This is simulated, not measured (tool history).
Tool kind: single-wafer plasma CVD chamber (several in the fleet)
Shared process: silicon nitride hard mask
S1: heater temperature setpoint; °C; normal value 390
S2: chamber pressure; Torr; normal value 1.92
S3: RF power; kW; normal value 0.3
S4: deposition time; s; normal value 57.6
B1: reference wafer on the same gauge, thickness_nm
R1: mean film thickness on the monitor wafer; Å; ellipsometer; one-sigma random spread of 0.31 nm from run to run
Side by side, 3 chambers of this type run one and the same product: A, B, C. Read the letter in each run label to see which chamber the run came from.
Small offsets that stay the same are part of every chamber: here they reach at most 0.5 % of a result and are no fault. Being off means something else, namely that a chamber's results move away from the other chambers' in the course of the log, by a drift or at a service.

| run | hour | S1 | S2 | S3 | S4 | B1 | R1 |
|---|---|---|---|---|---|---|---|
| 1A | 5.4 | 390 | 1.92 | 0.3 | 57.6 | 77.851 | 703.36 |
| 2B | 14.9 | 390 | 1.92 | 0.3 | 57.6 | 77.772 | 703.86 |
| 3C | 23.2 | 390 | 1.92 | 0.3 | 57.6 | 77.793 | 696.43 |
| 4C | 33.8 | 390 | 1.92 | 0.3 | 57.6 | 77.917 | 697.75 |
| 5A | 39.4 | 390 | 1.92 | 0.3 | 67.6 | 77.788 | 825.89 |
| 6B | 50.9 | 390 | 1.92 | 0.3 | 67.6 | 77.809 | 823.01 |
| 7A | 61.7 | 390 | 1.92 | 0.3 | 67.6 | 77.751 | 820.17 |
| 8C | 67.9 | 390 | 1.92 | 0.3 | 57.6 | 77.789 | 692.83 |
| 9B | 76.8 | 390 | 1.92 | 0.3 | 57.6 | 77.773 | 698.49 |
| 10A | 84 | 390 | 1.92 | 0.3 | 57.6 | 77.872 | 702.56 |
| 11C | 94.1 | 390 | 1.92 | 0.3 | 57.6 | 77.774 | 692.48 |
| 12B | 102.8 | 390 | 1.92 | 0.3 | 57.6 | 77.745 | 698.88 |
| 13A | 113.9 | 390 | 1.92 | 0.3 | 57.6 | 77.796 | 693.74 |
| 14C | 120 | 390 | 1.92 | 0.3 | 57.6 | 77.814 | 687.01 |
| 15B | 127.2 | 390 | 1.92 | 0.3 | 57.6 | 77.809 | 700.04 |
| 16A | 132.6 | 390 | 2.23 | 0.3 | 65.6 | 77.782 | 828.56 |
| 17C | 139.1 | 390 | 2.23 | 0.3 | 65.6 | 77.772 | 817.24 |
| 18B | 148.6 | 390 | 2.23 | 0.3 | 65.6 | 77.826 | 835.78 |
| 19B | 156.6 | 390 | 1.92 | 0.3 | 57.6 | 77.768 | 707.58 |
| 20C | 164.2 | 390 | 1.92 | 0.3 | 57.6 | 77.785 | 682.97 |
| 21A | 172.1 | 390 | 1.92 | 0.3 | 57.6 | 77.851 | 695.7 |
| 22A | 182.6 | 390 | 1.92 | 0.3 | 57.6 | 77.806 | 698.61 |
| 23C | 189.8 | 390 | 1.92 | 0.3 | 57.6 | 77.835 | 682.82 |
| 24B | 201.4 | 390 | 1.92 | 0.3 | 57.6 | 77.705 | 708.21 |
| 25B | 210.9 | 390 | 1.92 | 0.3 | 57.6 | 77.778 | 700.73 |
| 26C | 219.1 | 390 | 1.92 | 0.3 | 57.6 | 77.827 | 678.88 |
| 27A | 230 | 390 | 1.92 | 0.3 | 57.6 | 77.784 | 700.69 |
| 28C | 241.4 | 390 | 1.92 | 0.3 | 57.6 | 77.942 | 675.66 |
| 29B | 250.4 | 390 | 1.92 | 0.3 | 57.6 | 77.772 | 697.6 |
| 30A | 256.4 | 390 | 1.92 | 0.3 | 57.6 | 77.722 | 697.27 |
| 31B | 264.2 | 390 | 1.92 | 0.3 | 57.6 | 77.757 | 700.88 |

Each of the 3 chambers runs these same settings next. Fill in every chamber's results:
| 32A | 272.6 | 390 | 1.92 | 0.33 | 57.6 |  | ? |
| 32B | 272.6 | 390 | 1.92 | 0.33 | 57.6 |  | ? |
| 32C | 272.6 | 390 | 1.92 | 0.33 | 57.6 |  | ? |

| run | R1 |
|---|---|
| 32A | 746.9 |
| 32B | 744.84 |
| 32C | 719.86 |
